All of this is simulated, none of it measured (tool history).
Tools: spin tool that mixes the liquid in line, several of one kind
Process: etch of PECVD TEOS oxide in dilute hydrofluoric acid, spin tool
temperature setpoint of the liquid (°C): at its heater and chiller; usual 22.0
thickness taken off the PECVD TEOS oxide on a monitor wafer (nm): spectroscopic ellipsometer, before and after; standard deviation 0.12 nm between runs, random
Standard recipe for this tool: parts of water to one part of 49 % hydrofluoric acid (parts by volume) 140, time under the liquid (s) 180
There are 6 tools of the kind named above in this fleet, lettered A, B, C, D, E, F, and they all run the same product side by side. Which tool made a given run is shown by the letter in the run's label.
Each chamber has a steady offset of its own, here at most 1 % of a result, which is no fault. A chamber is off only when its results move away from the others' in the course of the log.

| run | hour | temperature setpoint of the liquid (°C) | parts of water to one part of 49 % hydrofluoric acid (parts by volume) | time under the liquid (s) | read-back film thickness of the PECVD TEOS oxide reference wafer, read on the same gauge (nm) | thickness taken off the PECVD TEOS oxide on a monitor wafer (nm) |
|---|---|---|---|---|---|---|
| 1C | 3.6 | 22.0 | 140 | 180 | 110.03 | 14.250 |
|  | 4.3 | chamber D: thermometer replaced |
| 2D | 8.2 | 22.0 | 140 | 180 | 110.01 | 14.008 |
| 3E | 13.5 | 22.0 | 140 | 180 | 110.03 | 13.790 |
| 4A | 19.3 | 22.0 | 140 | 180 | 110.02 | 13.669 |
| 5F | 25.2 | 22.0 | 140 | 180 | 109.97 | 13.769 |
| 6B | 29.8 | 22.0 | 140 | 180 | 109.99 | 13.892 |
| 7A | 37.2 | 22.0 | 140 | 180 | 110.02 | 13.907 |
| 8B | 44.1 | 22.0 | 140 | 180 | 110.00 | 13.831 |
| 9D | 49.1 | 22.0 | 140 | 180 | 110.01 | 13.819 |
| 10E | 57.2 | 26.5 | 165 | 180 | 109.97 | 13.349 |
| 11F | 64.8 | 26.5 | 165 | 180 | 110.02 | 13.493 |
| 12C | 69.2 | 26.5 | 165 | 180 | 109.98 | 13.540 |
| 13A | 75.7 | 26.5 | 165 | 180 | 109.98 | 13.685 |
| 14E | 79.3 | 26.5 | 165 | 180 | 110.00 | 13.585 |
| 15D | 87.3 | 26.5 | 165 | 180 | 110.02 | 13.437 |
| 16F | 92.3 | 22.0 | 140 | 180 | 110.02 | 13.815 |
| 17B | 99.4 | 22.0 | 140 | 180 | 110.02 | 13.910 |
| 18C | 102.9 | 22.0 | 140 | 180 | 110.01 | 14.138 |
| 19C | 107.8 | 22.0 | 140 | 180 | 109.99 | 14.130 |
| 20B | 116.0 | 22.0 | 140 | 180 | 109.98 | 13.676 |
| 21A | 120.1 | 22.0 | 140 | 180 | 110.00 | 13.829 |
| 22F | 128.0 | 22.0 | 140 | 260 | 109.99 | 19.824 |
| 23D | 131.7 | 22.0 | 140 | 260 | 110.00 | 20.366 |
| 24E | 136.2 | 22.0 | 140 | 260 | 110.00 | 20.644 |
| 25F | 140.4 | 22.0 | 140 | 260 | 109.96 | 20.073 |
| 26C | 146.8 | 22.0 | 140 | 260 | 110.03 | 20.402 |
| 27D | 151.1 | 22.0 | 140 | 260 | 109.98 | 19.856 |
| 28A | 154.8 | 22.0 | 140 | 180 | 109.98 | 13.824 |
| 29E | 160.8 | 22.0 | 140 | 180 | 110.05 | 14.551 |
| 30B | 167.7 | 22.0 | 140 | 180 | 110.02 | 13.504 |
| 31D | 172.6 | 22.0 | 140 | 180 | 110.05 | 13.914 |
| 32E | 179.0 | 22.0 | 140 | 180 | 109.98 | 14.642 |
|  | 180.8 | chamber F: thermometer replaced |
| 33C | 185.0 | 22.0 | 140 | 180 | 110.00 | 13.876 |
| 34F | 188.6 | 22.0 | 140 | 180 | 109.96 | 13.662 |
| 35A | 196.4 | 22.0 | 140 | 180 | 109.98 | 13.631 |
| 36B | 200.6 | 22.0 | 140 | 180 | 110.01 | 13.653 |
| 37F | 205.1 | 22.0 | 140 | 180 | 110.00 | 13.652 |
| 38E | 211.8 | 22.0 | 140 | 180 | 110.01 | 14.956 |
| 39A | 216.0 | 22.0 | 140 | 180 | 110.02 | 13.826 |
| 40D | 221.6 | 19.5 | 140 | 240 | 109.99 | 16.793 |
| 41C | 225.7 | 19.5 | 140 | 240 | 110.01 | 17.164 |
| 42B | 233.5 | 19.5 | 140 | 240 | 109.99 | 16.756 |

Next, all 6 chambers run the settings below, one line each with question marks for the results. What does each chamber give?
| 43A | 239.4 | 17.5 | 140 | 180 |  | ? |
| 43B | 239.4 | 17.5 | 140 | 180 |  | ? |
| 43C | 239.4 | 17.5 | 140 | 180 |  | ? |
| 43D | 239.4 | 17.5 | 140 | 180 |  | ? |
| 43E | 239.4 | 17.5 | 140 | 180 |  | ? |
| 43F | 239.4 | 17.5 | 140 | 180 |  | ? |

| run | thickness taken off the PECVD TEOS oxide on a monitor wafer (nm) |
|---|---|
| 43A | 11.536 |
| 43B | 11.501 |
| 43C | 11.787 |
| 43D | 11.695 |
| 43E | 12.606 |
| 43F | 11.769 |
